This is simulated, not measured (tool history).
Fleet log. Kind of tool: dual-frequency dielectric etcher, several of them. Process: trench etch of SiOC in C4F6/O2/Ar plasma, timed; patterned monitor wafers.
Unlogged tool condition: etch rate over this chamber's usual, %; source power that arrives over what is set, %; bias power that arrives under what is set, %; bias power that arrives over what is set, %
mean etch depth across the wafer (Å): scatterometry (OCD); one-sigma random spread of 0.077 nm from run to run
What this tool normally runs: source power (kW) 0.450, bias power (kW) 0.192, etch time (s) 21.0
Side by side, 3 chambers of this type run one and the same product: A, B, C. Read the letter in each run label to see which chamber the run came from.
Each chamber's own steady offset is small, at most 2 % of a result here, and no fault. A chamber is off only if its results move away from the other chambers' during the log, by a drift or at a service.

run,hour,source power (kW),bias power (kW),etch time (s),hours since the last wet clean,hours since the last source power generator calibration,hours since the last bias power generator calibration,"read-back reference wafer on the same gauge, depth_nm",mean etch depth across the wafer (Å)
1B,6.7,0.450,0.192,21.0,328.3,2086.9,318.0,39.286,456.93
2A,10.6,0.450,0.192,21.0,46.1,1648.9,3027.4,39.273,465.14
3C,17.5,0.450,0.192,21.0,69.5,1563.6,90.0,39.286,464.19
4C,25.6,0.450,0.192,21.0,77.6,1571.7,98.1,39.284,465.17
5A,33.2,0.450,0.192,21.0,68.7,1671.5,3050.0,39.255,465.10
6B,37.6,0.450,0.192,21.0,359.2,2117.8,348.9,39.267,457.20
7C,42.9,0.450,0.192,21.0,94.9,1589.0,115.4,39.253,465.45
8B,49.5,0.450,0.192,21.0,371.1,2129.7,360.8,39.242,456.39
9A,54.4,0.450,0.192,21.0,89.9,1692.7,3071.2,39.221,462.99
10B,61.0,0.450,0.192,21.0,382.6,2141.2,372.3,39.235,455.86
11A,65.9,0.450,0.192,21.0,101.4,1704.2,3082.7,39.218,464.54
12C,70.0,0.550,0.231,21.0,122.0,1616.1,142.5,39.216,531.66
13C,76.7,0.550,0.231,21.0,128.7,1622.8,149.2,39.202,532.70
14A,80.9,0.550,0.231,21.0,116.4,1719.2,3097.7,39.206,531.52
15B,84.8,0.450,0.192,21.0,406.4,2165.0,396.1,39.183,455.28
16C,91.3,0.450,0.207,21.0,143.3,1637.4,163.8,39.177,476.22
17B,97.3,0.450,0.207,21.0,418.9,2177.5,408.6,39.181,465.70
18A,104.5,0.450,0.207,21.0,140.0,1742.8,3121.3,39.161,474.85
19A,112.2,0.450,0.192,21.0,147.7,1750.5,3129.0,39.179,463.98
20B,116.5,0.450,0.192,21.0,438.1,2196.7,427.8,39.153,455.73
21C,123.4,0.450,0.192,21.0,175.4,1669.5,195.9,39.147,464.53
22C,127.1,0.450,0.192,21.0,179.1,1673.2,199.6,39.148,464.61
23B,132.5,0.450,0.192,21.0,454.1,2212.7,443.8,39.135,456.55
24A,140.1,0.450,0.192,21.0,175.6,1778.4,3156.9,39.142,463.56
25B,147.7,0.450,0.192,21.0,469.3,2227.9,459.0,39.106,455.75
26A,152.5,0.450,0.192,21.0,188.0,1790.8,3169.3,39.103,463.75
# hour 155.8: chamber B: wet clean of the chamber
27C,157.1,0.450,0.192,21.0,209.1,1703.2,229.6,39.109,462.93
28B,160.9,0.450,0.192,21.0,5.1,2241.1,472.2,39.105,454.59
29A,166.1,0.450,0.192,21.0,201.6,1804.4,3182.9,39.105,462.17
30C,171.2,0.450,0.192,21.0,223.2,1717.3,243.7,39.083,463.40
31B,175.3,0.450,0.192,21.0,19.5,2255.5,486.6,39.090,455.06
32C,179.4,0.550,0.192,25.5,231.4,1725.5,251.9,39.073,607.88
33A,183.0,0.550,0.192,25.5,218.5,1821.3,3199.8,39.077,607.22
34C,189.2,0.550,0.192,25.5,241.2,1735.3,261.7,39.065,607.63
35A,194.5,0.540,0.192,21.0,230.0,1832.8,3211.3,39.069,498.34
36B,201.2,0.540,0.192,21.0,45.4,2281.4,512.5,39.062,488.98
37C,206.2,0.540,0.192,21.0,258.2,1752.3,278.7,39.049,496.66
38B,212.6,0.450,0.192,21.0,56.8,2292.8,523.9,39.017,453.28

The same settings go to every chamber for the next run, one line per chamber below. Forecast the results for each:
39A,218.5,0.530,0.192,21.0,,,,,?
39B,218.5,0.530,0.192,21.0,,,,,?
39C,218.5,0.530,0.192,21.0,,,,,?

run,mean etch depth across the wafer (Å)
39A,493.06
39B,484.19
39C,491.38

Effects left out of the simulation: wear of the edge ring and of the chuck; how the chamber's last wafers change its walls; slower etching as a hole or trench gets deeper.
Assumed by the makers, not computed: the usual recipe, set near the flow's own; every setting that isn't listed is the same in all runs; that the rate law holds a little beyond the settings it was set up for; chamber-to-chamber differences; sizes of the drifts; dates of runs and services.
